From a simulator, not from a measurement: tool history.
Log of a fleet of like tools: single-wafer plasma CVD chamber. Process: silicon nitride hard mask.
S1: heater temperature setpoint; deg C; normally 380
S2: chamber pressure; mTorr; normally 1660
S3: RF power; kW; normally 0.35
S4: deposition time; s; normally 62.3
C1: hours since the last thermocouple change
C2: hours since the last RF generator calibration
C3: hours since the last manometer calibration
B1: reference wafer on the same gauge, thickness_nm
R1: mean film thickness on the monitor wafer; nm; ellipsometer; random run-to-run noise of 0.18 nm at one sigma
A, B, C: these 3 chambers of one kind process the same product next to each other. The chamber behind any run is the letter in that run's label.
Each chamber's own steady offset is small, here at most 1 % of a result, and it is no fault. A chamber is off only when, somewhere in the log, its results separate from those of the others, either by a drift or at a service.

{"run": "1A", "hour": 4.0, "S1": 380, "S2": 1660, "S3": 0.35, "S4": 62.3, "C1": 123.3, "C2": 628.6, "C3": 224.3, "B1": 82.382, "R1": 80.787}
{"run": "2C", "hour": 6.2, "S1": 380, "S2": 1660, "S3": 0.35, "S4": 62.3, "C1": 1619.9, "C2": 626.2, "C3": 2179.6, "B1": 82.45, "R1": 80.6}
{"run": "3B", "hour": 8.9, "S1": 380, "S2": 1660, "S3": 0.35, "S4": 62.3, "C1": 162.8, "C2": 1026.7, "C3": 550.9, "B1": 82.391, "R1": 80.612}
{"run": "4A", "hour": 12.5, "S1": 380, "S2": 1660, "S3": 0.35, "S4": 62.3, "C1": 131.8, "C2": 637.1, "C3": 232.8, "B1": 82.445, "R1": 80.585}
{"run": "5B", "hour": 16.4, "S1": 380, "S2": 1660, "S3": 0.35, "S4": 62.3, "C1": 170.3, "C2": 1034.2, "C3": 558.4, "B1": 82.389, "R1": 80.548}
{"run": "6C", "hour": 19.1, "S1": 380, "S2": 1660, "S3": 0.35, "S4": 62.3, "C1": 1632.8, "C2": 639.1, "C3": 2192.5, "B1": 82.354, "R1": 80.841}
{"run": "7B", "hour": 23.5, "S1": 380, "S2": 1660, "S3": 0.35, "S4": 62.3, "C1": 177.4, "C2": 1041.3, "C3": 565.5, "B1": 82.416, "R1": 80.529}
{"run": "8C", "hour": 25.6, "S1": 380, "S2": 1660, "S3": 0.35, "S4": 62.3, "C1": 1639.3, "C2": 645.6, "C3": 2199, "B1": 82.405, "R1": 80.477}
{"run": "9A", "hour": 30.1, "S1": 380, "S2": 1660, "S3": 0.35, "S4": 62.3, "C1": 149.4, "C2": 654.7, "C3": 250.4, "B1": 82.393, "R1": 80.742}
{"run": "10B", "hour": 32.3, "S1": 380, "S2": 1660, "S3": 0.35, "S4": 62.3, "C1": 186.2, "C2": 1050.1, "C3": 574.3, "B1": 82.398, "R1": 80.012}
{"run": "11A", "hour": 36.1, "S1": 380, "S2": 1660, "S3": 0.35, "S4": 62.3, "C1": 155.4, "C2": 660.7, "C3": 256.4, "B1": 82.411, "R1": 80.879}
{"run": "12C", "hour": 39.6, "S1": 380, "S2": 1660, "S3": 0.35, "S4": 62.3, "C1": 1653.3, "C2": 659.6, "C3": 2213, "B1": 82.377, "R1": 80.512}
{"run": "13A", "hour": 42.9, "S1": 380, "S2": 1660, "S3": 0.35, "S4": 62.3, "C1": 162.2, "C2": 667.5, "C3": 263.2, "B1": 82.387, "R1": 80.568}
{"run": "14B", "hour": 45.2, "S1": 380, "S2": 1660, "S3": 0.33, "S4": 70.7, "C1": 199.1, "C2": 1063, "C3": 587.2, "B1": 82.423, "R1": 87.092}
{"run": "15C", "hour": 49.3, "S1": 380, "S2": 1660, "S3": 0.33, "S4": 70.7, "C1": 1663, "C2": 669.3, "C3": 2222.7, "B1": 82.395, "R1": 88.236}
{"run": "16C", "hour": 51.6, "S1": 380, "S2": 1660, "S3": 0.33, "S4": 70.7, "C1": 1665.3, "C2": 671.6, "C3": 2225, "B1": 82.443, "R1": 88.041}
{"run": "17A", "hour": 53.7, "S1": 380, "S2": 1660, "S3": 0.35, "S4": 62.3, "C1": 173, "C2": 678.3, "C3": 274, "B1": 82.416, "R1": 80.497}
{"run": "18B", "hour": 58.2, "S1": 380, "S2": 1660, "S3": 0.35, "S4": 62.3, "C1": 212.1, "C2": 1076, "C3": 600.2, "B1": 82.422, "R1": 79.608}
{"run": "19B", "hour": 61.2, "S1": 380, "S2": 1660, "S3": 0.35, "S4": 62.3, "C1": 215.1, "C2": 1079, "C3": 603.2, "B1": 82.398, "R1": 79.689}
{"run": "20C", "hour": 65.0, "S1": 380, "S2": 1660, "S3": 0.35, "S4": 62.3, "C1": 1678.7, "C2": 685, "C3": 2238.4, "B1": 82.366, "R1": 80.375}
{"run": "21A", "hour": 69.4, "S1": 380, "S2": 1660, "S3": 0.35, "S4": 62.3, "C1": 188.7, "C2": 694, "C3": 289.7, "B1": 82.441, "R1": 80.835}
{"run": "22A", "hour": 72.6, "S1": 380, "S2": 1660, "S3": 0.35, "S4": 62.3, "C1": 191.9, "C2": 697.2, "C3": 292.9, "B1": 82.39, "R1": 80.615}
{"run": "23C", "hour": 76.9, "S1": 380, "S2": 1660, "S3": 0.35, "S4": 62.3, "C1": 1690.6, "C2": 696.9, "C3": 2250.3, "B1": 82.401, "R1": 80.503}
{"run": "24B", "hour": 80.0, "S1": 380, "S2": 1660, "S3": 0.35, "S4": 62.3, "C1": 233.9, "C2": 1097.8, "C3": 622, "B1": 82.4, "R1": 79.128}
{"run": "25C", "hour": 82.1, "S1": 380, "S2": 1660, "S3": 0.35, "S4": 62.3, "C1": 1695.8, "C2": 702.1, "C3": 2255.5, "B1": 82.383, "R1": 80.346}
{"run": "26A", "hour": 85.5, "S1": 380, "S2": 1660, "S3": 0.35, "S4": 62.3, "C1": 204.8, "C2": 710.1, "C3": 305.8, "B1": 82.411, "R1": 80.63}
{"run": "27B", "hour": 87.7, "S1": 380, "S2": 1660, "S3": 0.35, "S4": 62.3, "C1": 241.6, "C2": 1105.5, "C3": 629.7, "B1": 82.389, "R1": 78.941}
{"run": "28B", "hour": 91.0, "S1": 380, "S2": 1660, "S3": 0.35, "S4": 62.3, "C1": 244.9, "C2": 1108.8, "C3": 633, "B1": 82.372, "R1": 79.073}
{"run": "29C", "hour": 94.2, "S1": 380, "S2": 1660, "S3": 0.35, "S4": 62.3, "C1": 1707.9, "C2": 714.2, "C3": 2267.6, "B1": 82.435, "R1": 80.365}
{"run": "30A", "hour": 97.1, "S1": 380, "S2": 1660, "S3": 0.35, "S4": 62.3, "C1": 216.4, "C2": 721.7, "C3": 317.4, "B1": 82.382, "R1": 80.852}
{"run": "31B", "hour": 101.4, "S1": 380, "S2": 1660, "S3": 0.35, "S4": 62.3, "C1": 255.3, "C2": 1119.2, "C3": 643.4, "B1": 82.408, "R1": 78.565}
{"run": "32A", "hour": 105.1, "S1": 380, "S2": 1660, "S3": 0.35, "S4": 62.3, "C1": 224.4, "C2": 729.7, "C3": 325.4, "B1": 82.4, "R1": 80.66}
{"run": "33C", "hour": 109.6, "S1": 380, "S2": 1660, "S3": 0.35, "S4": 62.3, "C1": 1723.3, "C2": 729.6, "C3": 2283, "B1": 82.39, "R1": 80.308}
{"run": "34A", "hour": 112.2, "S1": 380, "S2": 1660, "S3": 0.35, "S4": 62.3, "C1": 231.5, "C2": 736.8, "C3": 332.5, "B1": 82.394, "R1": 80.598}
{"run": "35C", "hour": 115.2, "S1": 380, "S2": 1660, "S3": 0.35, "S4": 62.3, "C1": 1728.9, "C2": 735.2, "C3": 2288.6, "B1": 82.377, "R1": 80.477}
{"run": "36B", "hour": 118.3, "S1": 380, "S2": 1660, "S3": 0.35, "S4": 62.3, "C1": 272.2, "C2": 1136.1, "C3": 660.3, "B1": 82.371, "R1": 78.503}
{"run": "37C", "hour": 122.9, "S1": 380, "S2": 1660, "S3": 0.35, "S4": 62.3, "C1": 1736.6, "C2": 742.9, "C3": 2296.3, "B1": 82.435, "R1": 80.521}
{"run": "38B", "hour": 126.3, "S1": 380, "S2": 1660, "S3": 0.35, "S4": 62.3, "C1": 280.2, "C2": 1144.1, "C3": 668.3, "B1": 82.418, "R1": 77.927}
{"run": "39A", "hour": 128.5, "S1": 380, "S2": 1660, "S3": 0.35, "S4": 62.3, "C1": 247.8, "C2": 753.1, "C3": 348.8, "B1": 82.366, "R1": 80.622}
{"run": "40A", "hour": 131.7, "S1": 380, "S2": 1660, "S3": 0.35, "S4": 62.3, "C1": 251, "C2": 756.3, "C3": 352, "B1": 82.367, "R1": 80.591}

Decide between three cases: one chamber stands off from its peers, the gauge reading all wafers drifts, or nothing is wrong past each chamber's small offset. Where a chamber is off, say which and what most likely put it there.

Little by little, chamber B moves away from the other chambers.
Cause: delivered RF power below the setpoint (%) = 4.96.

Here are 4 candidates for chamber B's next run, each the usual settings with a change, their results left as question marks. Which one brings its results back in line with what the others give on the usual settings?
In-line tolerance around the mean of the other chambers on the usual settings: R1 0.64 nm
{"run": "41B-1", "hour": 135.0, "S1": 380, "S2": 1640, "S3": 0.345, "S4": 60.8, "R1": "?"}
{"run": "41B-2", "hour": 135.0, "S1": 380, "S2": 1660, "S3": 0.35, "S4": 58.2, "R1": "?"}
{"run": "41B-3", "hour": 135.0, "S1": 380, "S2": 1700, "S3": 0.35, "S4": 65.9, "R1": "?"}
{"run": "41B-4", "hour": 135.0, "S1": 380, "S2": 1680, "S3": 0.355, "S4": 63.8, "R1": "?"}

Mean of the other chambers on the usual settings: R1 80.603 nm
run=41B-1 R1=74.927
run=41B-2 R1=72.632
run=41B-3 R1=82.777
run=41B-4 R1=80.58
41B-4 is the one that brings the chamber's results back in line with the other chambers.

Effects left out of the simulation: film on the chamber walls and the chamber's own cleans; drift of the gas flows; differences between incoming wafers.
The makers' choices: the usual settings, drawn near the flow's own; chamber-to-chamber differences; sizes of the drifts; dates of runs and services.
